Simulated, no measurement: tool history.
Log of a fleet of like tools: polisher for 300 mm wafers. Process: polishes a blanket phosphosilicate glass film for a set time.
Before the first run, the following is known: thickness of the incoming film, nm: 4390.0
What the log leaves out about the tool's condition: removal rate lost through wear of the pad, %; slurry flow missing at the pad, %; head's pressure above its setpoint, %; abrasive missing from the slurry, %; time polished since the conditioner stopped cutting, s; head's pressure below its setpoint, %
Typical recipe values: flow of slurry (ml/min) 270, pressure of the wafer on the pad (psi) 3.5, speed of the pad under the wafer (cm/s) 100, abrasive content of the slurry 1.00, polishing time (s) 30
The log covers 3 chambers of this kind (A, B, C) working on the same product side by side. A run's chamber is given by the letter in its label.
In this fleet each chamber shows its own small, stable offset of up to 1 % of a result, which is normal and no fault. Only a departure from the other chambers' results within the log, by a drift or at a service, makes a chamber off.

run,hour,flow of slurry (ml/min),pressure of the wafer on the pad (psi),speed of the pad under the wafer (cm/s),abrasive content of the slurry,polishing time (s),wafers polished on this pad,hours since the slurry nozzle was cleaned,hours since the head pressure was calibrated,hours since the slurry blender was calibrated,hours since the conditioning disc was replaced,film removed (Å)
1C,6.7,270,3.5,100,1.00,30,301,470.0,31.0,127.0,118.6,3465.4
2A,18.3,270,3.5,100,1.00,30,480,399.9,1167.6,168.9,147.8,3430.8
3B,25.1,270,3.5,100,1.00,30,630,154.1,642.3,267.6,91.6,3436.5
# hour 37.1: chamber A: worn pad replaced by a new one
4B,38.4,270,3.5,100,1.00,30,839,167.4,655.6,280.9,104.9,3342.0
5A,46.2,270,3.5,100,1.00,30,143,427.8,1195.5,196.8,175.7,3429.5
# hour 51.5: chamber B: slurry blender recalibrated
6C,55.3,270,3.5,100,1.00,30,1065,518.6,79.6,175.6,167.2,3394.8
# hour 62.9: chamber C: worn pad replaced by a new one
7A,67.8,270,3.5,100,1.00,30,483,449.4,1217.1,218.4,197.3,3419.2
# hour 79.5: chamber A: worn pad replaced by a new one
8B,82.4,270,3.5,100,1.00,30,1531,211.4,699.6,31.0,148.9,3282.4
9C,94.4,270,3.9,100,1.00,30,496,557.7,118.7,214.7,206.3,3888.0
10B,108.8,270,3.9,100,1.00,30,1946,237.8,726.0,57.4,175.3,3563.8
# hour 109.9: chamber A: slurry blender recalibrated
11C,123.5,270,3.9,100,1.00,30,954,586.8,147.8,243.8,235.4,3816.4
# hour 124.2: chamber A: worn pad replaced by a new one
# hour 126.0: chamber B: conditioning disc replaced and pad reconditioned
12A,131.5,270,3.5,100,1.00,30,115,513.1,1280.8,21.7,261.0,3439.3
13C,139.6,270,3.5,100,1.00,30,1207,602.9,163.9,259.9,251.5,3412.6
# hour 147.0: chamber C: worn pad replaced by a new one
14A,152.7,270,3.5,100,1.00,30,448,534.3,1302.0,42.9,282.2,3395.9
# hour 153.5: chamber A: head pressure recalibrated
# hour 164.1: chamber A: worn pad replaced by a new one
15B,166.7,270,3.5,100,0.75,30,2857,295.7,783.9,115.3,40.8,2694.5
# hour 173.7: chamber B: head pressure recalibrated
16B,178.4,270,3.5,100,0.75,30,3041,307.4,4.8,127.0,52.5,2670.6
17C,185.1,270,3.5,100,0.75,30,599,648.4,209.4,305.4,297.0,2947.9
# hour 192.1: chamber A: conditioning disc replaced and pad reconditioned
18A,196.3,270,3.5,100,1.00,30,507,577.9,42.8,86.5,4.2,3427.1
19A,204.5,270,3.5,100,1.00,30,636,586.1,51.0,94.7,12.4,3423.2
20C,212.1,270,3.5,100,1.00,30,1024,675.4,236.4,332.4,324.0,3458.8

Each of the 3 chambers runs these same settings next. Fill in every chamber's results:
21A,222.7,360,3.5,100,1.00,30,,,,,,?
21B,222.7,360,3.5,100,1.00,30,,,,,,?
21C,222.7,360,3.5,100,1.00,30,,,,,,?

run,film removed (Å)
21A,3602.9
21B,2981.3
21C,3536.0

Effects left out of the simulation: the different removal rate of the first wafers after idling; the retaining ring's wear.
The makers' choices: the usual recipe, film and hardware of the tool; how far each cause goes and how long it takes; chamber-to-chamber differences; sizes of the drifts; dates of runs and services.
